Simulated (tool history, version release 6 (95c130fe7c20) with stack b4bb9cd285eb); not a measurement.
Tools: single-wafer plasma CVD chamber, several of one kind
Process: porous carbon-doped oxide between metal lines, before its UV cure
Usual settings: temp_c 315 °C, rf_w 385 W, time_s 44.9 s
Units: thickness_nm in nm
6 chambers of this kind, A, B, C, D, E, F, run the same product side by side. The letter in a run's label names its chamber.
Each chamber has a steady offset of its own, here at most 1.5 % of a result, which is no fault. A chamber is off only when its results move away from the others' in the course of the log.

run   hour  temp_c  rf_w  time_s  hours since the last thermocouple change  hours since the last RF generator calibration  read-back reference wafer on the same gauge, thickness_nm  thickness_nm
 1A     12     315   385    44.9                                    1234.6                                          359.1                                                     205.92        183.35
 2D   21.8     315   385    44.9                                    1886.2                                            811                                                     206.03        181.28
 3B   30.3     315   385    44.9                                    2058.2                                         1230.2                                                     206.19        184.74
 4E   36.9     315   385    44.9                                     730.4                                          588.5                                                     206.09        182.98
 5C   51.2     315   385    44.9                                     520.1                                         1083.1                                                     206.11        181.28
 6F   64.2     315   385    44.9                                    1286.2                                         1101.5                                                     205.92        183.74
 7F     73     315   385    44.9                                      1295                                         1110.3                                                     206.04        182.81
 8A   85.7     315   385    44.9                                    1308.3                                          432.8                                                     205.97        182.28
 9B   93.5     315   385    44.9                                    2121.4                                         1293.4                                                     205.91        184.49
10D    101     315   385    44.9                                    1965.4                                          890.2                                                        206        181.42
11E  108.1     315   385    44.9                                     801.6                                          659.7                                                     205.98        182.39
12C  115.6     315   385    44.9                                     584.5                                         1147.5                                                     206.08        182.96
13D  122.1     315   385    44.9                                    1986.5                                          911.3                                                     205.89        181.61
14E  129.5     315   420    44.9                                       823                                          681.1                                                     206.03        197.22
     129.6  -- chamber E: RF generator calibrated
15B  142.8     315   420    44.9                                    2170.7                                         1342.7                                                     206.03        197.21
16F  157.5     315   420    44.9                                    1379.5                                         1194.8                                                     206.24        195.98
17C  166.6     315   420    44.9                                     635.5                                         1198.5                                                     206.02        194.33
18A    178     315   420    44.9                                    1400.6                                          525.1                                                     206.06        195.33
19A  185.5     315   420    44.9                                    1408.1                                          532.6                                                     206.04        196.42
20C  193.6     315   385    44.9                                     662.5                                         1225.5                                                     205.99        183.49
21D  200.7     315   385    44.9                                    2065.1                                          989.9                                                     206.06        182.01
     207.9  -- chamber A: thermocouple changed; heater temperature recalibrated
22F  210.5     315   385    44.9                                    1432.5                                         1247.8                                                     205.86        182.23
23B  224.1     315   385    44.9                                      2252                                           1424                                                     206.04         184.5
24E  235.2     315   385    44.9                                     928.7                                          105.6                                                     206.04        183.04
     240.1  -- chamber B: thermocouple changed; heater temperature recalibrated
25F  241.7     315   385    44.9                                    1463.7                                           1279                                                     205.83        182.93
26C  251.2     315   385    44.9                                     720.1                                         1283.1                                                     205.97        182.99
27E  265.9     315   385    44.9                                     959.4                                          136.3                                                     205.91        183.66
     267.9  -- chamber C: RF generator calibrated
28B  278.8     306   345    44.9                                      38.8                                         1478.7                                                     205.89        180.91
29A  287.7     306   345    44.9                                      79.9                                          634.8                                                     205.85        176.27
30D  294.6     306   345    44.9                                      2159                                         1083.8                                                     206.01        173.43
31C    309     306   345    44.9                                     777.9                                           41.2                                                     206.18        175.27
32B  316.8     306   345    44.9                                      76.8                                         1516.7                                                     205.86        182.18
33F  323.7     306   345    44.9                                    1545.7                                           1361                                                     205.91         175.8
34D  337.7     301   385    44.9                                    2202.1                                         1126.9                                                     205.92        195.12
35A  352.3     301   385    44.9                                     144.5                                          699.4                                                      206.1        196.64
36E  362.3     301   385    44.9                                    1055.8                                          232.7                                                     205.99        198.11
37B  370.2     301   385    44.9                                     130.2                                         1570.1                                                     205.98        203.57
38F  383.2     301   385    44.9                                    1605.2                                         1420.5                                                     206.04        196.77
39C  392.8     301   385    44.9                                     861.7                                            125                                                     205.97        196.51
40A  406.5     315   385    44.9                                     198.7                                          753.6                                                     206.14        182.83
41E  420.5     315   385    44.9                                      1114                                          290.9                                                     206.19        183.01
42D    427     315   320    51.9                                    2291.4                                         1216.2                                                        206        180.15

Is one chamber off against the others, does the gauge drift, or is nothing wrong? If a chamber is off, say which, and what the likeliest cause is.

A service left chamber B off against the others.
Cause: wafer temperature below the value expected at the setpoint (K) = 3.8.

Here are 4 candidates for chamber B's next run, each the usual settings with a change, their results left as question marks. Which one brings its results back in line with what the others give on the usual settings?
In line means no further than this from the other chambers' mean on the usual settings: thickness_nm 1.9 nm
43B-1  437.5     316   380    44.1                                                                                                                                                                 ?
43B-2  437.5     312   385    44.9                                                                                                                                                                 ?
43B-3  437.5     314   400    44.9                                                                                                                                                                 ?
43B-4  437.5     315   385    44.4                                                                                                                                                                 ?

The other chambers' mean on the usual settings: thickness_nm 182.53 nm
  run  thickness_nm
43B-1        182.18
43B-2        191.41
43B-3        195.02
43B-4         186.3
43B-1 brings the chamber back in line.

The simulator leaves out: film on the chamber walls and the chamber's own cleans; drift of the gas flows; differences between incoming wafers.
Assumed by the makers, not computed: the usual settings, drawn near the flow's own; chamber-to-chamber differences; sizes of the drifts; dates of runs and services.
